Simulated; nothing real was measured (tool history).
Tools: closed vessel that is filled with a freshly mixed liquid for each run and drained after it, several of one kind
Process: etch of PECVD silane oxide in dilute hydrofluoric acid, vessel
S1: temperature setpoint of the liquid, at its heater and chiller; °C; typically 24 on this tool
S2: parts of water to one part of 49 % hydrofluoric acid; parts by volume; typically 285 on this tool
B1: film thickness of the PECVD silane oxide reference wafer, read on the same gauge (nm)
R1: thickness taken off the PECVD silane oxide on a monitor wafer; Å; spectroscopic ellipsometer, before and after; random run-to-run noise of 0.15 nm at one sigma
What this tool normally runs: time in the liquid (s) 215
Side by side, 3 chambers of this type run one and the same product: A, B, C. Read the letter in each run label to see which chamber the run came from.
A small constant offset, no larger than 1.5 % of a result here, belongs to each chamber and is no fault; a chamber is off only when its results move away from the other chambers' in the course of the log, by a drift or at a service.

Run 1A, hour 7.3: usual settings; B1 69.983. Result: R1 197.64 Å.
Run 2C, hour 16.2: usual settings; B1 69.971. Result: R1 197.48 Å.
Run 3B, hour 24.3: usual settings; B1 70.020. Result: R1 195.69 Å.
Run 4C, hour 30.8: usual settings; B1 69.977. Result: R1 195.23 Å.
Run 5B, hour 37.3: usual settings but S2 230 parts by volume, time in the liquid (s) 170; B1 69.963. Result: R1 197.54 Å.
Run 6A, hour 45.9: usual settings but S2 230 parts by volume, time in the liquid (s) 170; B1 69.970. Result: R1 204.91 Å.
Run 7C, hour 54.8: usual settings but S2 230 parts by volume, time in the liquid (s) 170; B1 69.999. Result: R1 203.37 Å.
Run 8B, hour 59.0: usual settings; B1 69.968. Result: R1 195.14 Å.
Run 9A, hour 65.2: usual settings; B1 69.991. Result: R1 196.38 Å.
Run 10C, hour 72.8: usual settings but S2 405 parts by volume, time in the liquid (s) 335; B1 69.985. Result: R1 192.80 Å.
Run 11B, hour 80.4: usual settings but S2 405 parts by volume, time in the liquid (s) 335; B1 70.024. Result: R1 187.83 Å.
Run 12A, hour 86.8: usual settings but S2 405 parts by volume, time in the liquid (s) 335; B1 69.989. Result: R1 193.44 Å.
Run 13B, hour 91.2: usual settings; B1 70.026. Result: R1 194.09 Å.
Run 14C, hour 100.5: usual settings but time in the liquid (s) 155; B1 69.983. Result: R1 143.74 Å.
Run 15A, hour 110.2: usual settings but time in the liquid (s) 155; B1 69.983. Result: R1 143.35 Å.
Run 16C, hour 117.6: usual settings but time in the liquid (s) 155; B1 69.953. Result: R1 141.02 Å.
Run 17B, hour 127.3: usual settings; B1 70.024. Result: R1 189.14 Å.
Run 18A, hour 132.7: usual settings; B1 69.957. Result: R1 196.92 Å.
Run 19C, hour 137.0: usual settings; B1 69.996. Result: R1 193.22 Å.
Run 20B, hour 143.4: usual settings; B1 70.021. Result: R1 184.52 Å.
Run 21A, hour 151.3: usual settings; B1 70.024. Result: R1 197.57 Å.
Run 22A, hour 155.8: usual settings; B1 69.960. Result: R1 197.62 Å.
Run 23B, hour 163.6: usual settings; B1 70.051. Result: R1 183.20 Å.
Run 24C, hour 172.0: usual settings; B1 70.028. Result: R1 198.77 Å.
Run 25B, hour 178.7: usual settings; B1 69.965. Result: R1 181.56 Å.
Run 26A, hour 186.3: usual settings; B1 69.960. Result: R1 198.66 Å.

What goes on in this fleet: one chamber off, a drifting gauge, or nothing beyond the chambers' own small offsets? Name the chamber and the cause, if any.

One chamber, B, drifts off from the rest bit by bit.
Likeliest cause: hydrofluoric acid flow below the setpoint (%) = 5.96.
With only this log, it may be confused with: liquid colder than its thermometer reads (K).

Which of the 4 candidates below, each the usual settings with something changed and its results left as question marks, puts chamber B back in line with what the other chambers give on the usual settings?
Counts as in line when no further than this from what the other chambers average on the usual settings: R1 5.40 Å
Run 27B-1, hour 193.3: usual settings but S2 275 parts by volume, time in the liquid (s) 225. Result: R1 ?.
Run 27B-2, hour 193.3: usual settings but S2 295 parts by volume, time in the liquid (s) 205. Result: R1 ?.
Run 27B-3, hour 193.3: usual settings but S2 305 parts by volume, time in the liquid (s) 200. Result: R1 ?.
Run 27B-4, hour 193.3: usual settings but S1 29 °C. Result: R1 ?.

Other chambers, usual settings, mean: R1 197.20 Å
  run      R1
27B-1  196.79
27B-2  163.92
27B-3  153.19
27B-4  212.28
It is 27B-1 that realigns the chamber with its peers.
